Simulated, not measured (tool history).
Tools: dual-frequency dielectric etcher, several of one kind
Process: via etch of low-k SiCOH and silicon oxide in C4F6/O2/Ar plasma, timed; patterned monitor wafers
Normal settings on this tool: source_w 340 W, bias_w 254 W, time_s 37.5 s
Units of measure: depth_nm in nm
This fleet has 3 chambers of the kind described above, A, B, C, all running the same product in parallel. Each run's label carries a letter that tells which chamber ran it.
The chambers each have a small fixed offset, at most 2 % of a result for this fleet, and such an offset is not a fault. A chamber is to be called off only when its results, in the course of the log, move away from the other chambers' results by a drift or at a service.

run,hour,source_w,bias_w,time_s,hours since the last wet clean,hours since the last source power generator calibration,hours since the last bias power generator calibration,"read-back reference wafer on the same gauge, depth_nm",depth_nm
1C,2.8,340,254,37.5,124,1286.3,1303.8,117.04,104.45
2B,7.8,340,254,37.5,215.7,2025.2,98.1,116.97,103.3
3A,10.5,340,254,37.5,87.5,268.3,2299,116.94,103.39
4C,15.3,340,254,37.5,136.5,1298.8,1316.3,116.94,104.25
5B,19,290,254,37.5,226.9,2036.4,109.3,116.96,97.588
6A,21.9,290,254,37.5,98.9,279.7,2310.4,116.92,97.302
7C,24.8,290,254,37.5,146,1308.3,1325.8,116.9,98.297
8A,30.2,340,254,37.5,107.2,288,2318.7,116.86,103.54
9B,35.2,340,254,37.5,243.1,2052.6,125.5,116.86,103.41
10A,40.5,340,254,37.5,117.5,298.3,2329,116.85,103.32
11B,45.2,420,254,37.5,253.1,2062.6,135.5,116.75,112.62
12C,47.8,420,254,37.5,169,1331.3,1348.8,116.8,112.82
13A,53.1,420,254,37.5,130.1,310.9,2341.6,116.82,112.09
14C,56.2,340,220,37.5,177.4,1339.7,1357.2,116.77,99.29
15B,59.2,340,220,37.5,267.1,2076.6,149.5,116.71,98.328
16C,64.4,340,220,37.5,185.6,1347.9,1365.4,116.71,98.885
17B,67.4,340,254,37.5,275.3,2084.8,157.7,116.65,103.44
18A,70.4,340,254,37.5,147.4,328.2,2358.9,116.71,103.07
19A,74.5,340,254,37.5,151.5,332.3,2363,116.66,103.38
20C,77.8,340,254,37.5,199,1361.3,1378.8,116.66,104.2
21B,81.3,340,254,37.5,289.2,2098.7,171.6,116.66,103.43
22B,85.8,340,254,37.5,293.7,2103.2,176.1,116.6,103.45
23A,88.5,340,254,37.5,165.5,346.3,2377,116.61,103.01
24C,92.8,340,254,45.5,214,1376.3,1393.8,116.62,126.52
25B,96.7,340,254,45.5,304.6,2114.1,187,116.63,125.36
26C,100.2,340,254,45.5,221.4,1383.7,1401.2,116.56,125.89
27A,103.7,340,254,37.5,180.7,361.5,2392.2,116.58,103.32
28C,108.9,340,292,46.5,230.1,1392.4,1409.9,116.52,135.49
29A,114.2,340,292,46.5,191.2,372,2402.7,116.5,133.95
30B,116.7,340,292,46.5,324.6,2134.1,207,116.5,134.85
31B,121.5,340,254,37.5,329.4,2138.9,211.8,116.41,103.55
32A,126.2,340,254,37.5,203.2,384,2414.7,116.49,102.93
33C,131.1,340,254,37.5,252.3,1414.6,1432.1,116.44,104.18
34B,133.9,340,254,37.5,341.8,2151.3,224.2,116.43,103.18
35A,136.5,340,254,37.5,213.5,394.3,2425,116.4,102.88
36C,139.9,340,254,37.5,261.1,1423.4,1440.9,116.44,103.5
37C,144.3,340,254,37.5,265.5,1427.8,1445.3,116.38,103.83
38B,149.1,340,254,37.5,357,2166.5,239.4,116.35,102.99
39A,152,340,254,37.5,229,409.8,2440.5,116.35,102.99
40C,154.4,340,254,37.5,275.6,1437.9,1455.4,116.3,103.66
41A,157.6,340,254,37.5,234.6,415.4,2446.1,116.35,103.31
42B,161.3,340,254,37.5,369.2,2178.7,251.6,116.32,102.97
43B,165.9,370,254,37.5,373.8,2183.3,256.2,116.26,106.55

Read the log: is a single chamber off, either drifting away or since a service, is the gauge that measures every chamber drifting, or is nothing wrong beyond small per-chamber offsets? Name any odd chamber and what most likely caused it.

The gauge drifts, so all chambers seem to drift together. No chamber is off.
What lies behind it: gauge reads low (%) = 0.635.
